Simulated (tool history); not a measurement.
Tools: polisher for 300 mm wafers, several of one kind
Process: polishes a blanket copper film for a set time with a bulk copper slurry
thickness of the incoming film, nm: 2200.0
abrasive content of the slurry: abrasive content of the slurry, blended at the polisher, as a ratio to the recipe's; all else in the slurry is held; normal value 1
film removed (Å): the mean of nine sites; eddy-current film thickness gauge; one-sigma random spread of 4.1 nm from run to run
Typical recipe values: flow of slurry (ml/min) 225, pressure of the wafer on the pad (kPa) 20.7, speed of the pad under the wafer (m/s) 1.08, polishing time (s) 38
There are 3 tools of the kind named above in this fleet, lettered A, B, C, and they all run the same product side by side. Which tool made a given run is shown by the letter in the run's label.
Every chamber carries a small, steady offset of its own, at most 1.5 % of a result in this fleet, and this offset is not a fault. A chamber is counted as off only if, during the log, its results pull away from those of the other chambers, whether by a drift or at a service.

run   hour  flow of slurry (ml/min)  pressure of the wafer on the pad (kPa)  speed of the pad under the wafer (m/s)  abrasive content of the slurry  polishing time (s)  wafers polished on this pad  hours since the slurry nozzle was cleaned  hours since the head pressure was calibrated  hours since the slurry blender was calibrated  film removed (Å)
 1C      5                      225                                    20.7                                    1.08                               1                  38                          385                                       88.3                                         416.4                                           52.4            3902.4
       7.7  -- chamber A: head pressure recalibrated
 2A   11.4                      225                                    20.7                                    1.08                               1                  38                          401                                       96.7                                           3.8                                          110.7            3804.4
 3B   15.7                      225                                    20.7                                    1.08                               1                  38                          447                                      181.3                                        1088.9                                          157.8            3805.9
      16.7  -- chamber B: head pressure recalibrated
 4C   21.4                      225                                    20.7                                    1.08                               1                  38                          602                                      104.7                                         432.8                                           68.8            3815.1
 5A   24.2                      225                                    20.7                                    1.08                               1                  38                          570                                      109.5                                          16.6                                          123.5            3825.4
 6B   27.4                      225                                    20.7                                    1.08                               1                  38                          602                                        193                                          10.8                                          169.5              3760
 7B   31.3                      225                                    20.7                                    1.08                               1                  38                          653                                      196.9                                          14.7                                          173.4            3806.7
      33.6  -- chamber A: worn pad replaced by a new one
 8A   37.4                      225                                    20.7                                    1.08                               1                  38                           51                                      122.7                                          29.8                                          136.7            3845.4
      38.3  -- chamber B: worn pad replaced by a new one
 9C     41                      225                                    20.7                                    1.08                               1                  38                          861                                      124.3                                         452.4                                           88.4            3830.3
      42.7  -- chamber C: worn pad replaced by a new one
10B   46.2                      225                                    20.7                                    1.08                               1                  38                          105                                      211.8                                          29.6                                          188.3              3846
11C     49                      225                                    20.7                                    1.08                               1                  38                           83                                      132.3                                         460.4                                           96.4            3825.2
12A   52.3                      225                                    20.7                                    1.08                               1                  38                          248                                      137.6                                          44.7                                          151.6            3844.5
13B   55.8                      225                                    20.7                                    1.08                               1                  38                          232                                      221.4                                          39.2                                          197.9            3777.3
14C   59.3                      225                                    20.7                                    1.08                               1                  38                          219                                      142.6                                         470.7                                          106.7            3778.9
15A   64.2                      225                                    20.7                                    1.28                               1                  38                          405                                      149.5                                          56.6                                          163.5            4577.4
16B   67.9                      225                                    20.7                                    1.28                               1                  38                          392                                      233.5                                          51.3                                            210            4490.3
17C     72                      225                                    20.7                                    1.28                               1                  38                          387                                      155.3                                         483.4                                          119.4            4390.3
18A   77.5                      225                                    20.7                                    1.08                               1                  38                          581                                      162.8                                          69.9                                          176.8              3845
19B   81.2                      225                                    20.7                                    1.08                               1                  38                          567                                      246.8                                          64.6                                          223.3            3915.8
      81.6  -- chamber A: worn pad replaced by a new one
20C   86.2                      190                                    20.7                                    1.08                               1                  38                          575                                      169.5                                         497.6                                          133.6            3641.6
21A   90.4                      190                                    20.7                                    1.08                               1                  38                          117                                      175.7                                          82.8                                          189.7            3701.5
        95  -- chamber A: slurry blender recalibrated
22C   96.6                      190                                    20.7                                    1.08                               1                  38                          713                                      179.9                                           508                                            144            3558.4
23A  101.2                      225                                    20.7                                    1.08                               1                  38                          260                                      186.5                                          93.6                                            6.3            3776.6
     101.4  -- chamber B: worn pad replaced by a new one
24B    105                      165                                    20.7                                    1.08                             0.8                  38                           48                                      270.6                                          88.4                                          247.1            3493.4
25C  109.2                      165                                    20.7                                    1.08                             0.8                  38                          879                                      192.5                                         520.6                                          156.6            3249.1
26B  112.2                      165                                    20.7                                    1.08                             0.8                  38                          144                                      277.8                                          95.6                                          254.3            3445.1

Does one chamber stand apart from the rest, does the shared gauge drift, or is all well apart from small per-chamber offsets? Give the chamber and the most likely cause, where there is one.

One chamber, C, drifts off from the rest bit by bit.
Most likely cause: slurry flow missing at the pad, % = 37.9.
From this log alone, it may not be told apart from: head's pressure below its setpoint, %; abrasive missing from the slurry, %.

Below are 4 candidate recipes for chamber C's next run, each the usual settings with a change, their results shown as question marks. Which of them brings C's results back in line with what the other chambers give on the usual settings?
A result is in line if it is within this distance of the other chambers' mean on the usual settings: film removed (Å) 140
27C-1  116.8                      220                                    19.3                                    1.02                               1                  38                                                                                                                                                                                      ?
27C-2  116.8                      225                                    21.4                                    1.12                               1                  38                                                                                                                                                                                      ?
27C-3  116.8                      160                                    20.7                                    1.08                               1                  38                                                                                                                                                                                      ?
27C-4  116.8                      225                                    21.4                                    1.12                               1                  40                                                                                                                                                                                      ?

On the usual settings, the other chambers give on average: film removed (Å) 3807.5
  run  film removed (Å)
27C-1            3112.1
27C-2            3805.9
27C-3            3292.9
27C-4            4006.2
27C-2 is the one that brings the chamber's results back in line with the other chambers.

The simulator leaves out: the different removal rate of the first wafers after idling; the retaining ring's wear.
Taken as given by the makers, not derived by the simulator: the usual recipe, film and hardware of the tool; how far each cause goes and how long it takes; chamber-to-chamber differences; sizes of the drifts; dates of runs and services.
